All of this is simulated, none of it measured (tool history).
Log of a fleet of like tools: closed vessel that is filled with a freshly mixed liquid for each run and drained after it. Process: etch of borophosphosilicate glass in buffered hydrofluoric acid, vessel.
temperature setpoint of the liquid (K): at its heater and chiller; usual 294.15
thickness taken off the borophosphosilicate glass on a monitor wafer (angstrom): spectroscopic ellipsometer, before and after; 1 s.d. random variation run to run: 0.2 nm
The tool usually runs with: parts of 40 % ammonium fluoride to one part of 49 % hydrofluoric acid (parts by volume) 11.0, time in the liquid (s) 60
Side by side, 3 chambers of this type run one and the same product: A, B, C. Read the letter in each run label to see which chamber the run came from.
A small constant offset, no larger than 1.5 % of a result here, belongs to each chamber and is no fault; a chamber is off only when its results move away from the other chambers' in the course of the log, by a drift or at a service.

run    day  temperature setpoint of the liquid (K)  parts of 40 % ammonium fluoride to one part of 49 % hydrofluoric acid (parts by volume)  time in the liquid (s)  read-back film thickness of the borophosphosilicate glass reference wafer, read on the same gauge (nm)  thickness taken off the borophosphosilicate glass on a monitor wafer (angstrom)
 1B  0.475                                  294.15                                                                                     11.0                      60                                                                                                  30.007                                                                           580.47
 2A  0.871                                  294.15                                                                                     11.0                      60                                                                                                  30.010                                                                           575.55
 3C  1.279                                  294.15                                                                                     11.0                      60                                                                                                  30.000                                                                           580.89
 4B  1.750                                  294.15                                                                                     11.0                      60                                                                                                  30.043                                                                           575.47
 5A  2.175                                  294.15                                                                                     11.0                      60                                                                                                  30.016                                                                           575.93
 6C  2.546                                  294.15                                                                                     11.0                      60                                                                                                  29.985                                                                           584.62
 7B  3.079                                  294.15                                                                                     15.0                      30                                                                                                  30.008                                                                           211.70
 8A  3.571                                  294.15                                                                                     15.0                      30                                                                                                  29.978                                                                           213.67
 9C  3.812                                  294.15                                                                                     15.0                      30                                                                                                  30.001                                                                           216.43
10B  4.271                                  294.15                                                                                     11.0                      60                                                                                                  30.016                                                                           573.36
11C  4.508                                  294.15                                                                                     11.0                      60                                                                                                  30.000                                                                           579.92
12A  4.921                                  294.15                                                                                     11.0                      60                                                                                                  29.984                                                                           576.18
13C  5.171                                  294.15                                                                                     11.0                      60                                                                                                  30.014                                                                           581.74
14B  5.529                                  294.15                                                                                     11.0                      60                                                                                                  30.022                                                                           569.68
15A  5.967                                  294.15                                                                                     11.0                      60                                                                                                  30.012                                                                           579.18
16C  6.208                                  294.15                                                                                     11.0                      60                                                                                                  29.972                                                                           580.47
17A  6.558                                  294.15                                                                                     11.0                      60                                                                                                  29.977                                                                           575.75
18B  6.829                                  294.15                                                                                     11.0                      60                                                                                                  30.009                                                                           571.67
19A  7.146                                  290.65                                                                                     11.0                      85                                                                                                  29.985                                                                           677.08
20C  7.483                                  290.65                                                                                     11.0                      85                                                                                                  30.006                                                                           678.95
21B  7.750                                  290.65                                                                                     11.0                      85                                                                                                  30.004                                                                           661.32
     7.829  -- chamber A: hydrofluoric acid flow meter replaced
22B  8.171                                  297.65                                                                                     11.0                      60                                                                                                  30.010                                                                           688.91
23A  8.521                                  297.65                                                                                     11.0                      60                                                                                                  30.007                                                                           694.43
24C  8.821                                  297.65                                                                                     11.0                      60                                                                                                  29.986                                                                           707.22
25A  9.083                                  294.15                                                                                      7.5                      30                                                                                                  29.990                                                                           410.80
26B  9.400                                  294.15                                                                                      7.5                      30                                                                                                  29.991                                                                           404.81

Next, all 3 chambers run the settings below, one line each with question marks for the results. What does each chamber give?
27A  9.796                                  294.15                                                                                      8.5                      60                                                                                                                                                                                        ?
27B  9.796                                  294.15                                                                                      8.5                      60                                                                                                                                                                                        ?
27C  9.796                                  294.15                                                                                      8.5                      60                                                                                                                                                                                        ?

run  thickness taken off the borophosphosilicate glass on a monitor wafer (angstrom)
27A                                                                           725.68
27B                                                                           707.51
27C                                                                           722.13

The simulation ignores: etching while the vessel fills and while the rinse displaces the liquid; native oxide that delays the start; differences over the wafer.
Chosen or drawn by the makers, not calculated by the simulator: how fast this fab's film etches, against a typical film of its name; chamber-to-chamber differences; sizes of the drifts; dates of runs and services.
